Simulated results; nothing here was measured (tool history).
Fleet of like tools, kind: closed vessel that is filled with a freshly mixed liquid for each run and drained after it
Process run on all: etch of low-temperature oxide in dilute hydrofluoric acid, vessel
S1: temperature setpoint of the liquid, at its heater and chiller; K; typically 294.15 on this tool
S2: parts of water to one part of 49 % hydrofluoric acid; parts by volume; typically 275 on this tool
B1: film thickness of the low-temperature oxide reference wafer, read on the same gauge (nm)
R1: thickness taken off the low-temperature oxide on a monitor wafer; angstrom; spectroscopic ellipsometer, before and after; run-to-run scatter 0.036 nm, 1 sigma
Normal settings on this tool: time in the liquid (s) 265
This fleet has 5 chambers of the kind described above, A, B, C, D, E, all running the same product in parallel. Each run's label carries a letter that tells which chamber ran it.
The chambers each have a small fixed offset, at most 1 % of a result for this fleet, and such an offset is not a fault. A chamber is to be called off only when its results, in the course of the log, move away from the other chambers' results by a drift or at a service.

Run 1B, hour 6.2: usual settings; B1 149.98. Result: R1 80.329 angstrom.
Run 2D, hour 16.7: usual settings; B1 149.99. Result: R1 80.264 angstrom.
At hour 25.0: chamber C: hydrofluoric acid flow meter replaced.
Run 3A, hour 25.7: usual settings; B1 150.00. Result: R1 80.578 angstrom.
Run 4C, hour 30.9: usual settings; B1 149.99. Result: R1 80.616 angstrom.
Run 5E, hour 36.3: usual settings but S2 145 parts by volume; B1 150.02. Result: R1 172.190 angstrom.
Run 6A, hour 46.0: usual settings but S2 145 parts by volume; B1 149.99. Result: R1 174.050 angstrom.
Run 7D, hour 55.4: usual settings but S2 145 parts by volume; B1 150.00. Result: R1 177.640 angstrom.
Run 8B, hour 63.3: usual settings but S2 145 parts by volume; B1 150.01. Result: R1 174.190 angstrom.
Run 9E, hour 73.3: usual settings but S2 145 parts by volume; B1 149.99. Result: R1 170.880 angstrom.
Run 10C, hour 79.7: usual settings; B1 150.02. Result: R1 81.010 angstrom.
Run 11C, hour 86.8: usual settings; B1 150.01. Result: R1 80.412 angstrom.
Run 12B, hour 96.4: usual settings; B1 150.02. Result: R1 79.981 angstrom.
Run 13A, hour 102.0: usual settings; B1 150.02. Result: R1 80.078 angstrom.
Run 14E, hour 112.9: usual settings; B1 149.99. Result: R1 80.851 angstrom.
Run 15D, hour 118.3: usual settings; B1 150.01. Result: R1 80.830 angstrom.
Run 16A, hour 125.3: usual settings; B1 150.00. Result: R1 80.447 angstrom.
Run 17D, hour 135.8: usual settings; B1 150.00. Result: R1 80.525 angstrom.
Run 18E, hour 145.3: usual settings; B1 150.01. Result: R1 80.332 angstrom.
Run 19C, hour 154.6: usual settings; B1 149.98. Result: R1 81.492 angstrom.
Run 20B, hour 161.2: usual settings; B1 149.99. Result: R1 79.994 angstrom.
Run 21A, hour 169.6: usual settings; B1 149.99. Result: R1 80.509 angstrom.
Run 22B, hour 174.9: usual settings; B1 149.99. Result: R1 80.105 angstrom.
Run 23C, hour 183.5: usual settings; B1 149.99. Result: R1 81.206 angstrom.
Run 24D, hour 191.4: usual settings; B1 150.00. Result: R1 80.334 angstrom.
Run 25E, hour 199.1: usual settings; B1 150.00. Result: R1 80.210 angstrom.
Run 26C, hour 206.4: usual settings but S1 292.65 K, S2 165 parts by volume; B1 150.01. Result: R1 142.450 angstrom.
Run 27A, hour 216.4: usual settings but S1 292.65 K, S2 165 parts by volume; B1 149.98. Result: R1 141.270 angstrom.
Run 28D, hour 225.3: usual settings but S1 292.65 K, S2 165 parts by volume; B1 149.99. Result: R1 143.400 angstrom.
Run 29B, hour 235.7: usual settings but S1 292.65 K, S2 165 parts by volume; B1 149.99. Result: R1 140.500 angstrom.
Run 30E, hour 242.8: usual settings but S1 292.65 K, S2 165 parts by volume; B1 150.00. Result: R1 139.290 angstrom.
Run 31D, hour 253.2: usual settings; B1 149.99. Result: R1 80.413 angstrom.
Run 32A, hour 260.4: usual settings; B1 149.98. Result: R1 79.878 angstrom.
Run 33C, hour 267.5: usual settings; B1 150.01. Result: R1 82.526 angstrom.
Run 34B, hour 275.7: usual settings; B1 149.98. Result: R1 79.472 angstrom.
Run 35E, hour 285.1: usual settings but S2 375 parts by volume, time in the liquid (s) 190; B1 150.00. Result: R1 39.037 angstrom.
Run 36B, hour 295.7: usual settings but S2 375 parts by volume, time in the liquid (s) 190; B1 150.00. Result: R1 38.501 angstrom.

What goes on in this fleet: one chamber off, a drifting gauge, or nothing beyond the chambers' own small offsets? Name the chamber and the cause, if any.

It is chamber C that slowly wanders off from its peers.
Most likely cause: liquid hotter than its thermometer reads (K) = 0.818.
The log may not separate it from: hydrofluoric acid flow above the setpoint (%).

Which of the 4 candidates below, each the usual settings with something changed and its results left as question marks, puts chamber C back in line with what the other chambers give on the usual settings?
To be in line, a result may differ from the other chambers' mean on the usual settings by at most: R1 1.200 angstrom
Run 37C-1, hour 303.9: usual settings but time in the liquid (s) 250. Result: R1 ?.
Run 37C-2, hour 303.9: usual settings but time in the liquid (s) 275. Result: R1 ?.
Run 37C-3, hour 303.9: usual settings but S2 270 parts by volume, time in the liquid (s) 275. Result: R1 ?.
Run 37C-4, hour 303.9: usual settings but S2 280 parts by volume, time in the liquid (s) 260. Result: R1 ?.

Other chambers, usual settings, mean: R1 80.350 angstrom
  run      R1
37C-1  78.499
37C-2  86.349
37C-3  88.346
37C-4  79.821
Change 37C-4 lands the chamber within the allowed miss of the other chambers.
